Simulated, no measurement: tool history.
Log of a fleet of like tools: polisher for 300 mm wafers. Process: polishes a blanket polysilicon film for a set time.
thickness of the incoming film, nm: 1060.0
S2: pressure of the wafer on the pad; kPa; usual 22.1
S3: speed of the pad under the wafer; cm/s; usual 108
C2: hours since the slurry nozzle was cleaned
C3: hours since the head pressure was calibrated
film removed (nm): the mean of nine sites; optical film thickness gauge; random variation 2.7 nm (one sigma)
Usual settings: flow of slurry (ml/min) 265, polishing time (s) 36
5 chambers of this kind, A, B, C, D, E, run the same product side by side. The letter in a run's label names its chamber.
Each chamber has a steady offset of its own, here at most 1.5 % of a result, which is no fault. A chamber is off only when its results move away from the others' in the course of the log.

{"day": 0.188, "done": "chamber B: worn pad replaced by a new one"}
{"run": "1C", "day": 0.192, "flow of slurry (ml/min)": 265, "S2": 22.1, "S3": 108, "polishing time (s)": 36, "wafers polished on this pad": 1047, "C2": 367.2, "C3": 525.8, "film removed (nm)": 439.89}
{"run": "2D", "day": 0.45, "flow of slurry (ml/min)": 265, "S2": 22.1, "S3": 108, "polishing time (s)": 36, "wafers polished on this pad": 195, "C2": 644.4, "C3": 187.2, "film removed (nm)": 431.9}
{"day": 0.608, "done": "chamber A: worn pad replaced by a new one"}
{"day": 0.608, "done": "chamber C: worn pad replaced by a new one"}
{"run": "3B", "day": 0.7, "flow of slurry (ml/min)": 265, "S2": 22.1, "S3": 108, "polishing time (s)": 36, "wafers polished on this pad": 194, "C2": 42.5, "C3": 203.9, "film removed (nm)": 445.48}
{"day": 0.704, "done": "chamber E: worn pad replaced by a new one"}
{"run": "4E", "day": 1.033, "flow of slurry (ml/min)": 265, "S2": 22.1, "S3": 108, "polishing time (s)": 36, "wafers polished on this pad": 126, "C2": 257.6, "C3": 555.3, "film removed (nm)": 448.36}
{"run": "5A", "day": 1.271, "flow of slurry (ml/min)": 265, "S2": 22.1, "S3": 108, "polishing time (s)": 36, "wafers polished on this pad": 251, "C2": 742.2, "C3": 601.3, "film removed (nm)": 441.94}
{"run": "6A", "day": 1.446, "flow of slurry (ml/min)": 265, "S2": 22.1, "S3": 108, "polishing time (s)": 36, "wafers polished on this pad": 317, "C2": 746.4, "C3": 605.5, "film removed (nm)": 437.45}
{"run": "7B", "day": 1.621, "flow of slurry (ml/min)": 265, "S2": 22.1, "S3": 108, "polishing time (s)": 36, "wafers polished on this pad": 543, "C2": 64.6, "C3": 226.0, "film removed (nm)": 444.56}
{"run": "8D", "day": 1.767, "flow of slurry (ml/min)": 180, "S2": 22.1, "S3": 108, "polishing time (s)": 31, "wafers polished on this pad": 693, "C2": 676.0, "C3": 218.8, "film removed (nm)": 356.71}
{"run": "9C", "day": 1.992, "flow of slurry (ml/min)": 180, "S2": 22.1, "S3": 108, "polishing time (s)": 31, "wafers polished on this pad": 524, "C2": 410.4, "C3": 569.0, "film removed (nm)": 360.89}
{"run": "10E", "day": 2.204, "flow of slurry (ml/min)": 180, "S2": 22.1, "S3": 108, "polishing time (s)": 31, "wafers polished on this pad": 569, "C2": 285.7, "C3": 583.4, "film removed (nm)": 369.59}
{"run": "11C", "day": 2.517, "flow of slurry (ml/min)": 180, "S2": 22.1, "S3": 108, "polishing time (s)": 31, "wafers polished on this pad": 723, "C2": 423.0, "C3": 581.6, "film removed (nm)": 362.01}
{"day": 2.617, "done": "chamber D: worn pad replaced by a new one"}
{"run": "12B", "day": 2.783, "flow of slurry (ml/min)": 180, "S2": 22.1, "S3": 108, "polishing time (s)": 31, "wafers polished on this pad": 983, "C2": 92.5, "C3": 253.9, "film removed (nm)": 365.38}
{"run": "13D", "day": 2.988, "flow of slurry (ml/min)": 265, "S2": 22.1, "S3": 108, "polishing time (s)": 36, "wafers polished on this pad": 140, "C2": 705.3, "C3": 248.1, "film removed (nm)": 431.8}
{"run": "14A", "day": 3.242, "flow of slurry (ml/min)": 265, "S2": 22.1, "S3": 138, "polishing time (s)": 36, "wafers polished on this pad": 997, "C2": 789.5, "C3": 648.6, "film removed (nm)": 562.93}
{"day": 3.267, "done": "chamber B: worn pad replaced by a new one"}
{"run": "15E", "day": 3.562, "flow of slurry (ml/min)": 265, "S2": 22.1, "S3": 138, "polishing time (s)": 36, "wafers polished on this pad": 1084, "C2": 318.3, "C3": 616.0, "film removed (nm)": 573.85}
{"run": "16A", "day": 3.704, "flow of slurry (ml/min)": 265, "S2": 22.1, "S3": 138, "polishing time (s)": 36, "wafers polished on this pad": 1173, "C2": 800.6, "C3": 659.7, "film removed (nm)": 559.14}
{"day": 3.808, "done": "chamber A: worn pad replaced by a new one"}
{"run": "17E", "day": 3.988, "flow of slurry (ml/min)": 265, "S2": 22.1, "S3": 138, "polishing time (s)": 36, "wafers polished on this pad": 1245, "C2": 328.5, "C3": 626.2, "film removed (nm)": 570.24}
{"day": 4.142, "done": "chamber E: worn pad replaced by a new one"}
{"day": 4.188, "done": "chamber A: slurry nozzle cleaned"}
{"run": "18C", "day": 4.325, "flow of slurry (ml/min)": 265, "S2": 22.1, "S3": 138, "polishing time (s)": 36, "wafers polished on this pad": 1408, "C2": 466.4, "C3": 625.0, "film removed (nm)": 559.12}
{"run": "19B", "day": 4.533, "flow of slurry (ml/min)": 265, "S2": 22.1, "S3": 108, "polishing time (s)": 36, "wafers polished on this pad": 481, "C2": 134.5, "C3": 295.9, "film removed (nm)": 439.35}
{"day": 4.592, "done": "chamber C: worn pad replaced by a new one"}
{"run": "20D", "day": 4.862, "flow of slurry (ml/min)": 265, "S2": 22.1, "S3": 108, "polishing time (s)": 36, "wafers polished on this pad": 851, "C2": 750.3, "C3": 293.1, "film removed (nm)": 434.84}
{"day": 5.146, "done": "chamber D: worn pad replaced by a new one"}
{"run": "21B", "day": 5.196, "flow of slurry (ml/min)": 265, "S2": 22.1, "S3": 108, "polishing time (s)": 36, "wafers polished on this pad": 732, "C2": 150.4, "C3": 311.8, "film removed (nm)": 433.4}
{"day": 5.3, "done": "chamber B: head pressure recalibrated"}
{"run": "22D", "day": 5.45, "flow of slurry (ml/min)": 265, "S2": 22.1, "S3": 108, "polishing time (s)": 36, "wafers polished on this pad": 116, "C2": 764.4, "C3": 307.2, "film removed (nm)": 437.04}
{"run": "23C", "day": 5.675, "flow of slurry (ml/min)": 300, "S2": 22.1, "S3": 108, "polishing time (s)": 36, "wafers polished on this pad": 410, "C2": 498.8, "C3": 657.4, "film removed (nm)": 436.65}
{"day": 5.758, "done": "chamber B: worn pad replaced by a new one"}
{"run": "24A", "day": 5.917, "flow of slurry (ml/min)": 300, "S2": 22.1, "S3": 108, "polishing time (s)": 36, "wafers polished on this pad": 799, "C2": 41.5, "C3": 712.8, "film removed (nm)": 448.01}
{"run": "25E", "day": 6.188, "flow of slurry (ml/min)": 300, "S2": 22.1, "S3": 108, "polishing time (s)": 36, "wafers polished on this pad": 776, "C2": 381.3, "C3": 679.0, "film removed (nm)": 452.38}
{"run": "26C", "day": 6.475, "flow of slurry (ml/min)": 300, "S2": 22.1, "S3": 108, "polishing time (s)": 36, "wafers polished on this pad": 713, "C2": 518.0, "C3": 676.6, "film removed (nm)": 425.15}
{"run": "27E", "day": 6.796, "flow of slurry (ml/min)": 300, "S2": 22.1, "S3": 108, "polishing time (s)": 36, "wafers polished on this pad": 1006, "C2": 395.9, "C3": 693.6, "film removed (nm)": 449.72}
{"day": 6.833, "done": "chamber A: worn pad replaced by a new one"}
{"run": "28A", "day": 7.033, "flow of slurry (ml/min)": 265, "S2": 22.1, "S3": 108, "polishing time (s)": 36, "wafers polished on this pad": 75, "C2": 68.3, "C3": 739.6, "film removed (nm)": 440.9}
{"run": "29B", "day": 7.229, "flow of slurry (ml/min)": 265, "S2": 22.1, "S3": 108, "polishing time (s)": 36, "wafers polished on this pad": 557, "C2": 199.2, "C3": 46.4, "film removed (nm)": 436.5}
{"run": "30D", "day": 7.438, "flow of slurry (ml/min)": 265, "S2": 22.1, "S3": 108, "polishing time (s)": 36, "wafers polished on this pad": 869, "C2": 812.1, "C3": 354.9, "film removed (nm)": 439.04}
{"run": "31B", "day": 7.679, "flow of slurry (ml/min)": 265, "S2": 22.1, "S3": 108, "polishing time (s)": 36, "wafers polished on this pad": 727, "C2": 210.0, "C3": 57.2, "film removed (nm)": 440.06}
{"day": 7.696, "done": "chamber D: worn pad replaced by a new one"}
{"run": "32D", "day": 7.988, "flow of slurry (ml/min)": 265, "S2": 22.1, "S3": 108, "polishing time (s)": 36, "wafers polished on this pad": 110, "C2": 825.3, "C3": 368.1, "film removed (nm)": 435.52}
{"day": 8.142, "done": "chamber B: slurry nozzle cleaned"}
{"run": "33A", "day": 8.208, "flow of slurry (ml/min)": 265, "S2": 22.1, "S3": 108, "polishing time (s)": 36, "wafers polished on this pad": 521, "C2": 96.5, "C3": 767.8, "film removed (nm)": 438.67}
{"day": 8.479, "done": "chamber E: worn pad replaced by a new one"}
{"day": 8.483, "done": "chamber B: worn pad replaced by a new one"}
{"run": "34C", "day": 8.517, "flow of slurry (ml/min)": 265, "S2": 22.1, "S3": 108, "polishing time (s)": 36, "wafers polished on this pad": 1487, "C2": 567.0, "C3": 725.6, "film removed (nm)": 408.6}
{"run": "35E", "day": 8.804, "flow of slurry (ml/min)": 265, "S2": 22.1, "S3": 108, "polishing time (s)": 36, "wafers polished on this pad": 124, "C2": 444.1, "C3": 741.8, "film removed (nm)": 447.46}
{"run": "36E", "day": 8.95, "flow of slurry (ml/min)": 265, "S2": 22.1, "S3": 108, "polishing time (s)": 36, "wafers polished on this pad": 179, "C2": 447.6, "C3": 745.3, "film removed (nm)": 446.69}
{"run": "37B", "day": 9.25, "flow of slurry (ml/min)": 265, "S2": 22.1, "S3": 108, "polishing time (s)": 36, "wafers polished on this pad": 291, "C2": 26.7, "C3": 94.9, "film removed (nm)": 441.25}

Next, every chamber runs the same settings. What will each give?
{"run": "38A", "day": 9.492, "flow of slurry (ml/min)": 265, "S2": 22.1, "S3": 108, "polishing time (s)": 36, "film removed (nm)": "?"}
{"run": "38B", "day": 9.492, "flow of slurry (ml/min)": 265, "S2": 22.1, "S3": 108, "polishing time (s)": 36, "film removed (nm)": "?"}
{"run": "38C", "day": 9.492, "flow of slurry (ml/min)": 265, "S2": 22.1, "S3": 108, "polishing time (s)": 36, "film removed (nm)": "?"}
{"run": "38D", "day": 9.492, "flow of slurry (ml/min)": 265, "S2": 22.1, "S3": 108, "polishing time (s)": 36, "film removed (nm)": "?"}
{"run": "38E", "day": 9.492, "flow of slurry (ml/min)": 265, "S2": 22.1, "S3": 108, "polishing time (s)": 36, "film removed (nm)": "?"}

run=38A film_removed_(nm)=441.86
run=38B film_removed_(nm)=440.53
run=38C film_removed_(nm)=410.19
run=38D film_removed_(nm)=434.97
run=38E film_removed_(nm)=444.00

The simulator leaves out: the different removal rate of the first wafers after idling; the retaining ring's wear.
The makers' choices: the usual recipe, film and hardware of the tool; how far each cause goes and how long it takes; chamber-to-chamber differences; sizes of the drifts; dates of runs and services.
